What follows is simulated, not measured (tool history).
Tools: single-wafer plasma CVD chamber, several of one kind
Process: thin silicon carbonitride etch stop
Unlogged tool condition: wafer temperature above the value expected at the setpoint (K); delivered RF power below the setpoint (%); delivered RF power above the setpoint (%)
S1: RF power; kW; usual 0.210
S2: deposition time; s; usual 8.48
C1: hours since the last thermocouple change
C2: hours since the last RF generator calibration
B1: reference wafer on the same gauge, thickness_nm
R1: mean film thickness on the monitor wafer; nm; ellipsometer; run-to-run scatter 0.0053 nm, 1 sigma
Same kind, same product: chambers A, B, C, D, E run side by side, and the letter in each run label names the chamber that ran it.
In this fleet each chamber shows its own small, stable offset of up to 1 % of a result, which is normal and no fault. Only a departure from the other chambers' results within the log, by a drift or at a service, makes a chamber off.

run   hour     S1    S2      C1      C2      B1      R1
 1D    6.6  0.210  8.48   623.3   993.4  4.2596  4.8993
      16.2  -- chamber E: RF generator calibrated
 2E   20.4  0.210  8.48    26.9     4.2  4.2624  4.9038
 3A   28.0  0.210  8.48   999.8   973.4  4.2607  4.8569
 4C   34.9  0.210  8.48  2255.8   442.4  4.2614  4.9226
      41.6  -- chamber B: RF generator calibrated
 5B   46.1  0.210  8.48   678.0     4.5  4.2617  4.8760
 6B   57.5  0.210  8.48   689.4    15.9  4.2633  4.8740
 7E   66.1  0.210  8.48    72.6    49.9  4.2616  4.9136
 8A   76.0  0.210  7.93  1047.8  1021.4  4.2622  4.5595
 9C   85.1  0.210  7.93  2306.0   492.6  4.2652  4.6120
10D   93.8  0.210  7.93   710.5  1080.6  4.2643  4.5888
11E  101.1  0.210  7.93   107.6    84.9  4.2640  4.5888
12A  112.8  0.210  7.93  1084.6  1058.2  4.2659  4.5580
13B  122.3  0.210  8.48   754.2    80.7  4.2663  4.8754
14D  135.0  0.210  8.48   751.7  1121.8  4.2668  4.9036
15C  141.1  0.225  9.57  2362.0   548.6  4.2671  5.6830
16C  152.3  0.225  9.57  2373.2   559.8  4.2677  5.6739
17E  158.7  0.225  9.57   165.2   142.5  4.2675  5.6638
18A  168.6  0.225  9.57  1140.4  1114.0  4.2673  5.6239
19B  175.8  0.225  9.57   807.7   134.2  4.2684  5.6231
20D  189.1  0.250  6.94   805.8  1175.9  4.2698  4.2189
21B  195.5  0.250  6.94   827.4   153.9  4.2696  4.2059
22D  202.3  0.250  6.94   819.0  1189.1  4.2702  4.2334
23E  212.0  0.250  6.94   218.5   195.8  4.2708  4.2373
24A  225.3  0.250  6.94  1197.1  1170.7  4.2711  4.1984
25C  235.7  0.210  8.48  2456.6   643.2  4.2707  4.9319
26A  242.0  0.210  8.48  1213.8  1187.4  4.2725  4.8821
27B  250.3  0.210  8.48   882.2   208.7  4.2724  4.8812
28D  260.2  0.210  8.48   876.9  1247.0  4.2722  4.9190
29C  272.1  0.210  8.48  2493.0   679.6  4.2734  4.9315
30E  278.7  0.210  8.48   285.2   262.5  4.2738  4.9095
31A  291.5  0.210  8.48  1263.3  1236.9  4.2737  4.8866
32D  298.9  0.210  8.48   915.6  1285.7  4.2747  4.9155
33C  307.1  0.210  8.48  2528.0   714.6  4.2749  4.9313
34B  319.4  0.210  8.48   951.3   277.8  4.2762  4.8971
35E  327.3  0.210  8.48   333.8   311.1  4.2758  4.9276
36D  334.8  0.210  6.85   951.5  1321.6  4.2766  3.9607
37B  347.7  0.210  6.85   979.6   306.1  4.2769  3.9538
38E  356.8  0.210  6.85   363.3   340.6  4.2769  3.9806
39A  368.0  0.210  6.85  1339.8  1313.4  4.2775  3.9440
40C  375.8  0.210  6.85  2596.7   783.3  4.2781  3.9909
41C  382.0  0.210  8.48  2602.9   789.5  4.2787  4.9369

All chambers now run identical settings, listed one chamber a line with results as question marks. What results will each chamber show?
42A  392.1  0.210  8.48               ?
42B  392.1  0.210  8.48               ?
42C  392.1  0.210  8.48               ?
42D  392.1  0.210  8.48               ?
42E  392.1  0.210  8.48               ?

run      R1
42A  4.8908
42B  4.8994
42C  4.9375
42D  4.9172
42E  4.9226

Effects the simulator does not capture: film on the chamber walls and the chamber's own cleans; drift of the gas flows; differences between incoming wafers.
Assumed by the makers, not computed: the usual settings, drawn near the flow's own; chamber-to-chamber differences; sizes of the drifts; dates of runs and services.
